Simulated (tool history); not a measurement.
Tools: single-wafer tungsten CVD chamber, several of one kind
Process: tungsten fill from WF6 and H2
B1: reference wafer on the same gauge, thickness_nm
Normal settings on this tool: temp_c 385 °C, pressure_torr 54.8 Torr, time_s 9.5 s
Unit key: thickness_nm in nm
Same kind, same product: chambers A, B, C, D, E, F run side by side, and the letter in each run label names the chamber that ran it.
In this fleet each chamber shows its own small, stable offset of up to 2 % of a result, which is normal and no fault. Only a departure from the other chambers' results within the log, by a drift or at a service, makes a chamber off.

At hour 5.5: chamber C: capacitance manometer re-zeroed and calibrated.
Run 1A, hour 10.8: usual settings; B1 22.302. Result: thickness_nm 27.189 nm.
Run 2C, hour 23.7: usual settings; B1 22.311. Result: thickness_nm 27.1 nm.
Run 3E, hour 34.6: usual settings; B1 22.309. Result: thickness_nm 27.422 nm.
Run 4F, hour 42.1: usual settings; B1 22.31. Result: thickness_nm 26.875 nm.
Run 5D, hour 50: usual settings; B1 22.304. Result: thickness_nm 27.789 nm.
Run 6B, hour 64.7: usual settings but temp_c 374 °C, pressure_torr 64.5 Torr; B1 22.287. Result: thickness_nm 23.761 nm.
Run 7D, hour 74.3: usual settings but temp_c 374 °C, pressure_torr 64.5 Torr; B1 22.291. Result: thickness_nm 23.858 nm.
Run 8F, hour 83.8: usual settings but temp_c 374 °C, pressure_torr 64.5 Torr; B1 22.299. Result: thickness_nm 23.037 nm.
Run 9A, hour 95.4: usual settings but temp_c 374 °C, pressure_torr 64.5 Torr; B1 22.307. Result: thickness_nm 23.251 nm.
Run 10C, hour 102.8: usual settings but temp_c 374 °C, pressure_torr 64.5 Torr; B1 22.3. Result: thickness_nm 23.255 nm.
Run 11E, hour 113.3: usual settings but temp_c 374 °C, pressure_torr 64.5 Torr; B1 22.283. Result: thickness_nm 23.446 nm.
Run 12B, hour 125.1: usual settings; B1 22.3. Result: thickness_nm 27.749 nm.
Run 13C, hour 134.6: usual settings; B1 22.314. Result: thickness_nm 27.237 nm.
Run 14E, hour 143.4: usual settings; B1 22.311. Result: thickness_nm 27.248 nm.
Run 15B, hour 152.3: usual settings; B1 22.294. Result: thickness_nm 27.666 nm.
At hour 162.3: chamber B: thermocouple changed; heater temperature recalibrated.
Run 16D, hour 164.4: usual settings; B1 22.302. Result: thickness_nm 27.869 nm.
At hour 167.2: chamber E: capacitance manometer re-zeroed and calibrated.
Run 17F, hour 177.1: usual settings but temp_c 397 °C, pressure_torr 45.5 Torr; B1 22.292. Result: thickness_nm 31.114 nm.
Run 18A, hour 185.6: usual settings but temp_c 397 °C, pressure_torr 45.5 Torr; B1 22.312. Result: thickness_nm 31.518 nm.
Run 19E, hour 193.6: usual settings but temp_c 397 °C, pressure_torr 45.5 Torr; B1 22.301. Result: thickness_nm 31.747 nm.
Run 20D, hour 207.7: usual settings but temp_c 397 °C, pressure_torr 45.5 Torr; B1 22.293. Result: thickness_nm 32.104 nm.
Run 21C, hour 219.4: usual settings but temp_c 397 °C, pressure_torr 45.5 Torr; B1 22.3. Result: thickness_nm 31.435 nm.
Run 22B, hour 226.5: usual settings but temp_c 397 °C, pressure_torr 45.5 Torr; B1 22.301. Result: thickness_nm 31.965 nm.
Run 23A, hour 234: usual settings; B1 22.293. Result: thickness_nm 27.009 nm.
Run 24F, hour 245.8: usual settings; B1 22.29. Result: thickness_nm 26.907 nm.
Run 25E, hour 254.9: usual settings; B1 22.296. Result: thickness_nm 27.33 nm.
Run 26A, hour 269.7: usual settings; B1 22.292. Result: thickness_nm 26.939 nm.
Run 27D, hour 276.7: usual settings; B1 22.308. Result: thickness_nm 27.822 nm.
Run 28C, hour 288.1: usual settings; B1 22.309. Result: thickness_nm 27.185 nm.
Run 29F, hour 297.5: usual settings; B1 22.306. Result: thickness_nm 26.93 nm.
Run 30B, hour 306.3: usual settings but time_s 8.52 s; B1 22.304. Result: thickness_nm 24.78 nm.
Run 31A, hour 314.1: usual settings but time_s 8.52 s; B1 22.297. Result: thickness_nm 24.115 nm.
Run 32D, hour 321.1: usual settings but time_s 8.52 s; B1 22.3. Result: thickness_nm 24.909 nm.
Run 33E, hour 335.3: usual settings but time_s 8.52 s; B1 22.305. Result: thickness_nm 24.367 nm.
Run 34C, hour 350: usual settings but time_s 8.52 s; B1 22.305. Result: thickness_nm 24.342 nm.
At hour 353.2: chamber E: thermocouple changed; heater temperature recalibrated.
Run 35F, hour 362.3: usual settings but time_s 8.52 s; B1 22.292. Result: thickness_nm 24.244 nm.
Run 36B, hour 373.1: usual settings but temp_c 393 °C; B1 22.298. Result: thickness_nm 32.049 nm.
Run 37D, hour 382.9: usual settings but temp_c 393 °C; B1 22.303. Result: thickness_nm 32.456 nm.
Run 38B, hour 389.9: usual settings but temp_c 393 °C; B1 22.305. Result: thickness_nm 32.275 nm.
Run 39C, hour 404.3: usual settings but temp_c 393 °C; B1 22.305. Result: thickness_nm 31.747 nm.
Run 40E, hour 413.7: usual settings but temp_c 393 °C; B1 22.312. Result: thickness_nm 32.046 nm.

Decide between three cases: one chamber stands off from its peers, the gauge reading all wafers drifts, or nothing is wrong past each chamber's small offset. Where a chamber is off, say which and what most likely put it there.

It is chamber A that slowly wanders off from its peers.
Likeliest cause: true pressure below the setpoint (%) = 5.24.
With only this log, it may be confused with: wafer temperature below the value expected at the setpoint (K).

Chamber A could run next with any of the 4 candidate recipes listed below; each alters the usual settings, and their results appear as question marks. Which one brings its results back in line with what the other chambers deliver on the usual settings?
To be in line, a result may differ from the other chambers' mean on the usual settings by at most: thickness_nm 0.22 nm
Run 41A-1, hour 424.5: usual settings but temp_c 386 °C, time_s 9.58 s. Result: thickness_nm ?.
Run 41A-2, hour 424.5: usual settings but pressure_torr 53.1 Torr. Result: thickness_nm ?.
Run 41A-3, hour 424.5: usual settings but pressure_torr 54 Torr, time_s 9.3 s. Result: thickness_nm ?.
Run 41A-4, hour 424.5: usual settings but pressure_torr 55.2 Torr, time_s 9.6 s. Result: thickness_nm ?.

Usual-settings mean across the other chambers: thickness_nm 27.345 nm
  run  thickness_nm
41A-1        27.323
41A-2        26.187
41A-3        25.829
41A-4        26.923
41A-1 is the one that brings the chamber's results back in line with the other chambers.

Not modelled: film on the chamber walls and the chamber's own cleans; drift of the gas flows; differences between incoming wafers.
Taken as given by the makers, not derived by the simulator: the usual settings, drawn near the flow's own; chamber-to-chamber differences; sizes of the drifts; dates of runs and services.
